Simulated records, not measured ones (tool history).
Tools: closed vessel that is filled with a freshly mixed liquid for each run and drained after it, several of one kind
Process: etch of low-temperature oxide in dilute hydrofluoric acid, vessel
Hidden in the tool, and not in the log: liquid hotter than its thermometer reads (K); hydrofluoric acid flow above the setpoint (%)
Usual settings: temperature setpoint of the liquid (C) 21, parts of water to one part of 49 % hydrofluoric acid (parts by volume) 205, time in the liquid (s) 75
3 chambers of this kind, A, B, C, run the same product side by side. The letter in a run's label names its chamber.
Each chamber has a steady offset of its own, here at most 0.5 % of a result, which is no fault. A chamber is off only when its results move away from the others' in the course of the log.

run   hour  temperature setpoint of the liquid (C)  parts of water to one part of 49 % hydrofluoric acid (parts by volume)  time in the liquid (s)  hours since the thermometer was replaced  hours since the hydrofluoric acid flow meter was replaced  read-back film thickness of the low-temperature oxide reference wafer, read on the same gauge (nm)  thickness taken off the low-temperature oxide on a monitor wafer (angstrom)
 1C    9.4                                      21                                                                     205                      75                                    1991.7                                                     1043.8                                                                                              29.971                                                                       85.825
 2B   23.4                                      21                                                                     205                      75                                    2141.8                                                       95.1                                                                                              30.033                                                                       85.410
 3A   38.2                                      21                                                                     205                      75                                     950.7                                                     1408.3                                                                                              29.988                                                                       86.315
 4B   50.3                                      21                                                                     205                      75                                    2168.7                                                      122.0                                                                                              29.996                                                                       87.577
 5C   63.9                                      21                                                                     205                      75                                    2046.2                                                     1098.3                                                                                              29.979                                                                       87.440
 6A   77.2                                      18                                                                     295                      75                                     989.7                                                     1447.3                                                                                              30.000                                                                       49.998
 7A   89.7                                      18                                                                     295                      75                                    1002.2                                                     1459.8                                                                                              29.990                                                                       49.964
 8B   98.0                                      18                                                                     295                      75                                    2216.4                                                      169.7                                                                                              29.996                                                                       49.072
 9C  109.3                                      21                                                                     205                      75                                    2091.6                                                     1143.7                                                                                              29.983                                                                       84.873
10A  119.6                                      21                                                                     205                      75                                    1032.1                                                     1489.7                                                                                              30.011                                                                       87.708
     126.8  -- chamber A: thermometer replaced
11C  131.3                                      21                                                                     205                      75                                    2113.6                                                     1165.7                                                                                              29.990                                                                       85.482
12B  143.8                                      19                                                                     300                      75                                    2262.2                                                      215.5                                                                                              29.989                                                                       50.558
     148.5  -- chamber C: hydrofluoric acid flow meter replaced
13A  156.3                                      19                                                                     300                      75                                      29.5                                                     1526.4                                                                                              30.018                                                                       51.012
14B  166.4                                      19                                                                     300                      75                                    2284.8                                                      238.1                                                                                              30.012                                                                       49.917
15C  174.1                                      21                                                                     205                      75                                    2156.4                                                       25.7                                                                                              29.993                                                                       85.666
16B  182.6                                      21                                                                     205                      75                                    2301.0                                                      254.3                                                                                              29.988                                                                       85.912
17C  194.9                                      21                                                                     205                      75                                    2177.2                                                       46.5                                                                                              30.027                                                                       87.199
18A  203.1                                      25                                                                     205                      75                                      76.3                                                     1573.2                                                                                              30.025                                                                       98.438
19C  214.0                                      25                                                                     205                      75                                    2196.3                                                       65.6                                                                                              29.991                                                                       98.660
20B  221.2                                      25                                                                     205                      75                                    2339.6                                                      292.9                                                                                              29.978                                                                      100.520

What goes on in this fleet: one chamber off, a drifting gauge, or nothing beyond the chambers' own small offsets? Name the chamber and the cause, if any.

No chamber stands off beyond its own small offset, and the gauge holds steady.

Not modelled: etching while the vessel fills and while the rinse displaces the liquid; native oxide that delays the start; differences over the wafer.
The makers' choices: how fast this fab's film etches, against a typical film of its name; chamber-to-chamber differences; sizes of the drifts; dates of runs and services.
